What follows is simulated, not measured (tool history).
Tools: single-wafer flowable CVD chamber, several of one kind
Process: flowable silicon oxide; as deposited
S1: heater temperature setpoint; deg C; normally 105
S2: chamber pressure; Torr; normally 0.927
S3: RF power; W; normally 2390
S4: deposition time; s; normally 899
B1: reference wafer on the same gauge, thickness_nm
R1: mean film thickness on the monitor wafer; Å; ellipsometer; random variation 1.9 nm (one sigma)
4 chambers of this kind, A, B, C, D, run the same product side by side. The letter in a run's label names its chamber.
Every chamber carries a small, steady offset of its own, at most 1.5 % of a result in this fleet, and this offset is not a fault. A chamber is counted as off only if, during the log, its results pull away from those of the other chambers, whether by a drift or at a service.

Run 1B, hour 13.1: usual settings; B1 534.16. Result: R1 5756.7 Å.
Run 2D, hour 27.9: usual settings; B1 534.13. Result: R1 5775.9 Å.
Run 3A, hour 34.9: usual settings; B1 534.25. Result: R1 5771.2 Å.
Run 4C, hour 44.8: usual settings; B1 534.05. Result: R1 5815.7 Å.
Run 5A, hour 57.4: usual settings; B1 534.3. Result: R1 5739.2 Å.
Run 6C, hour 67.4: usual settings; B1 533.89. Result: R1 5816.7 Å.
Run 7D, hour 79.6: usual settings but S1 92 deg C, S2 0.794 Torr; B1 534.72. Result: R1 7328.3 Å.
Run 8B, hour 92.5: usual settings but S1 92 deg C, S2 0.794 Torr; B1 533.91. Result: R1 7341.8 Å.
Run 9D, hour 108.1: usual settings but S1 92 deg C, S2 0.794 Torr; B1 533.76. Result: R1 7311.1 Å.
Run 10B, hour 120.5: usual settings but S1 92 deg C, S2 0.794 Torr; B1 533.57. Result: R1 7353.7 Å.
Run 11C, hour 129.2: usual settings; B1 534.07. Result: R1 5847.8 Å.
Run 12A, hour 141.1: usual settings but S3 2185 W; B1 534.17. Result: R1 5625.4 Å.
Run 13D, hour 152.7: usual settings but S3 2185 W; B1 533.68. Result: R1 5677.4 Å.
At hour 160.4: chamber A: thermocouple changed; heater temperature recalibrated.
Run 14B, hour 164.3: usual settings but S3 2185 W; B1 534.16. Result: R1 5703.9 Å.
Run 15A, hour 172.1: usual settings but S3 2185 W; B1 534.26. Result: R1 5497.6 Å.
At hour 181: chamber D: RF generator calibrated.
Run 16C, hour 183: usual settings but S2 1.075 Torr, S4 1010 s; B1 534.37. Result: R1 7804.2 Å.
Run 17D, hour 199.1: usual settings but S2 1.075 Torr, S4 1010 s; B1 533.87. Result: R1 7759 Å.
Run 18B, hour 212.9: usual settings but S2 1.075 Torr, S4 1010 s; B1 534.25. Result: R1 7740.2 Å.
Run 19C, hour 228.3: usual settings but S2 1.075 Torr, S4 1010 s; B1 533.88. Result: R1 7833.9 Å.
Run 20A, hour 242.6: usual settings; B1 533.77. Result: R1 5530.7 Å.
Run 21C, hour 251.5: usual settings; B1 534.03. Result: R1 5826.6 Å.
Run 22B, hour 261.1: usual settings; B1 534.03. Result: R1 5766.5 Å.
Run 23D, hour 272.1: usual settings; B1 534.25. Result: R1 5755 Å.
Run 24A, hour 283.2: usual settings; B1 534.01. Result: R1 5520.9 Å.
Run 25B, hour 295.3: usual settings but S2 1.026 Torr; B1 533.89. Result: R1 6535.3 Å.
Run 26A, hour 306.3: usual settings but S2 1.026 Torr; B1 534. Result: R1 6319.7 Å.
Run 27D, hour 317.4: usual settings but S2 1.026 Torr; B1 533.86. Result: R1 6509.1 Å.
At hour 325.8: chamber B: RF generator calibrated.
Run 28C, hour 331.1: usual settings but S2 1.026 Torr; B1 534.13. Result: R1 6587.8 Å.
Run 29D, hour 342.5: usual settings; B1 534.49. Result: R1 5768.3 Å.
Run 30C, hour 356.9: usual settings; B1 534.41. Result: R1 5828.1 Å.
Run 31B, hour 366.8: usual settings but S2 1.114 Torr, S4 982 s; B1 534.07. Result: R1 7838 Å.
Run 32A, hour 379.8: usual settings but S2 1.114 Torr, S4 982 s; B1 533.6. Result: R1 7552.5 Å.
Run 33B, hour 390.5: usual settings but S2 1.114 Torr, S4 982 s; B1 533.95. Result: R1 7874.7 Å.
Run 34C, hour 399.8: usual settings but S2 1.114 Torr, S4 982 s; B1 534.12. Result: R1 7913.4 Å.
Run 35A, hour 413.9: usual settings but S2 0.725 Torr, S4 810 s; B1 533.66. Result: R1 3607.2 Å.
Run 36D, hour 429.7: usual settings but S2 0.725 Torr, S4 810 s; B1 534.44. Result: R1 3755.3 Å.
Run 37D, hour 440.9: usual settings but S2 0.725 Torr, S4 810 s; B1 534.01. Result: R1 3744.5 Å.
Run 38A, hour 455.7: usual settings but S2 0.725 Torr, S4 810 s; B1 534.08. Result: R1 3608.3 Å.
Run 39B, hour 467.5: usual settings; B1 534.28. Result: R1 5769.2 Å.
Run 40C, hour 481.1: usual settings; B1 534.38. Result: R1 5837 Å.
Run 41D, hour 495.3: usual settings; B1 534.1. Result: R1 5735.3 Å.
Run 42C, hour 502.3: usual settings but S3 2705 W, S4 1028 s; B1 533.85. Result: R1 6746.4 Å.

Predict what each chamber gives when all 4 of them run the settings below next.
Run 43A, hour 513.8: usual settings. Result: R1 ?.
Run 43B, hour 513.8: usual settings. Result: R1 ?.
Run 43C, hour 513.8: usual settings. Result: R1 ?.
Run 43D, hour 513.8: usual settings. Result: R1 ?.

run      R1
43A    5531
43B  5769.6
43C    5849
43D  5767.8
